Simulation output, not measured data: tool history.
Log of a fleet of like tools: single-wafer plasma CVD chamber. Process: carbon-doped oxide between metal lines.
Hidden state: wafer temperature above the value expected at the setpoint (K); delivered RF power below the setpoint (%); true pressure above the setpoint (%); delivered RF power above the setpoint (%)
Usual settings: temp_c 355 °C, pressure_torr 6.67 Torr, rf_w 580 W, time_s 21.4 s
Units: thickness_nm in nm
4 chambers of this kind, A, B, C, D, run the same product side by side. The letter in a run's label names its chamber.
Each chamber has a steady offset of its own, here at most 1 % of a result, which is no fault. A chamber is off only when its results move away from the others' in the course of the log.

| run | hour | temp_c | pressure_torr | rf_w | time_s | hours since the last thermocouple change | hours since the last RF generator calibration | hours since the last manometer calibration | read-back reference wafer on the same gauge, thickness_nm | thickness_nm |
|---|---|---|---|---|---|---|---|---|---|---|
| 1B | 9.7 | 355 | 6.67 | 580 | 21.4 | 1654.4 | 1152.0 | 656.1 | 99.017 | 122.96 |
| 2C | 18.4 | 355 | 6.67 | 580 | 21.4 | 1539.5 | 272.0 | 1070.0 | 98.968 | 123.84 |
| 3D | 28.5 | 355 | 6.67 | 580 | 21.4 | 843.2 | 593.0 | 802.4 | 98.928 | 121.73 |
|  | 34.7 | chamber A: RF generator calibrated |
| 4A | 42.6 | 355 | 6.67 | 580 | 21.4 | 311.7 | 7.9 | 941.2 | 99.069 | 123.56 |
| 5D | 55.0 | 355 | 6.67 | 580 | 21.4 | 869.7 | 619.5 | 828.9 | 98.949 | 121.78 |
| 6B | 65.1 | 366 | 6.67 | 580 | 21.4 | 1709.8 | 1207.4 | 711.5 | 98.986 | 120.48 |
| 7C | 80.3 | 366 | 6.67 | 580 | 21.4 | 1601.4 | 333.9 | 1131.9 | 99.066 | 120.37 |
| 8A | 93.9 | 366 | 6.67 | 580 | 21.4 | 363.0 | 59.2 | 992.5 | 98.966 | 120.81 |
| 9A | 104.8 | 366 | 6.67 | 580 | 21.4 | 373.9 | 70.1 | 1003.4 | 98.960 | 119.83 |
| 10D | 116.8 | 355 | 5.27 | 690 | 21.4 | 931.5 | 681.3 | 890.7 | 99.041 | 133.84 |
| 11B | 128.2 | 355 | 5.27 | 690 | 21.4 | 1772.9 | 1270.5 | 774.6 | 99.010 | 133.56 |
| 12C | 136.9 | 355 | 5.27 | 690 | 21.4 | 1658.0 | 390.5 | 1188.5 | 99.021 | 133.18 |
|  | 138.0 | chamber B: RF generator calibrated |
| 13C | 152.2 | 355 | 5.27 | 690 | 21.4 | 1673.3 | 405.8 | 1203.8 | 98.944 | 134.01 |
| 14B | 165.6 | 355 | 6.67 | 580 | 21.4 | 1810.3 | 27.6 | 812.0 | 99.023 | 123.11 |
| 15A | 175.1 | 355 | 6.67 | 650 | 25.3 | 444.2 | 140.4 | 1073.7 | 98.986 | 156.83 |
| 16D | 183.3 | 355 | 6.67 | 650 | 25.3 | 998.0 | 747.8 | 957.2 | 99.035 | 153.78 |
| 17A | 195.9 | 355 | 6.67 | 650 | 25.3 | 465.0 | 161.2 | 1094.5 | 99.035 | 155.44 |
| 18C | 203.4 | 355 | 6.67 | 650 | 25.3 | 1724.5 | 457.0 | 1255.0 | 99.022 | 156.07 |
| 19B | 216.0 | 355 | 6.67 | 580 | 21.4 | 1860.7 | 78.0 | 862.4 | 98.979 | 123.66 |
| 20D | 225.8 | 355 | 6.67 | 580 | 21.4 | 1040.5 | 790.3 | 999.7 | 98.991 | 121.22 |
| 21A | 235.1 | 355 | 6.67 | 580 | 21.4 | 504.2 | 200.4 | 1133.7 | 98.945 | 122.46 |
| 22D | 249.7 | 355 | 6.67 | 580 | 21.4 | 1064.4 | 814.2 | 1023.6 | 99.104 | 121.23 |
| 23B | 262.9 | 355 | 6.67 | 580 | 21.4 | 1907.6 | 124.9 | 909.3 | 99.046 | 123.36 |
| 24C | 269.9 | 355 | 6.67 | 580 | 21.4 | 1791.0 | 523.5 | 1321.5 | 98.990 | 124.21 |
| 25A | 281.0 | 355 | 6.67 | 580 | 21.4 | 550.1 | 246.3 | 1179.6 | 99.088 | 122.60 |
| 26B | 295.3 | 355 | 6.67 | 580 | 21.4 | 1940.0 | 157.3 | 941.7 | 98.931 | 122.64 |
| 27C | 303.2 | 355 | 6.67 | 580 | 21.4 | 1824.3 | 556.8 | 1354.8 | 99.013 | 124.40 |
| 28D | 314.5 | 355 | 6.67 | 580 | 21.4 | 1129.2 | 879.0 | 1088.4 | 99.106 | 119.34 |
| 29C | 328.1 | 355 | 6.67 | 580 | 21.4 | 1849.2 | 581.7 | 1379.7 | 99.001 | 123.70 |

What goes on in this fleet: one chamber off, a drifting gauge, or nothing beyond the chambers' own small offsets? Name the chamber and the cause, if any.

Chamber D drifts away from the others.
Cause: delivered RF power below the setpoint (%) = 3.45.

Here are 4 candidates for chamber D's next run, each the usual settings with a change, their results left as question marks. Which one brings its results back in line with what the others give on the usual settings?
In line means no further than this from the other chambers' mean on the usual settings: thickness_nm 1.70 nm
| 30D-1 | 339.1 | 355 | 6.68 | 585 | 21.5 |  |  |  |  | ? |
| 30D-2 | 339.1 | 355 | 6.67 | 570 | 21.4 |  |  |  |  | ? |
| 30D-3 | 339.1 | 355 | 6.70 | 580 | 22.2 |  |  |  |  | ? |
| 30D-4 | 339.1 | 355 | 6.67 | 580 | 20.6 |  |  |  |  | ? |

The other chambers' mean on the usual settings: thickness_nm 123.45 nm
| run | thickness_nm |
|---|---|
| 30D-1 | 120.13 |
| 30D-2 | 117.62 |
| 30D-3 | 123.33 |
| 30D-4 | 114.55 |
30D-3 brings the chamber back in line.
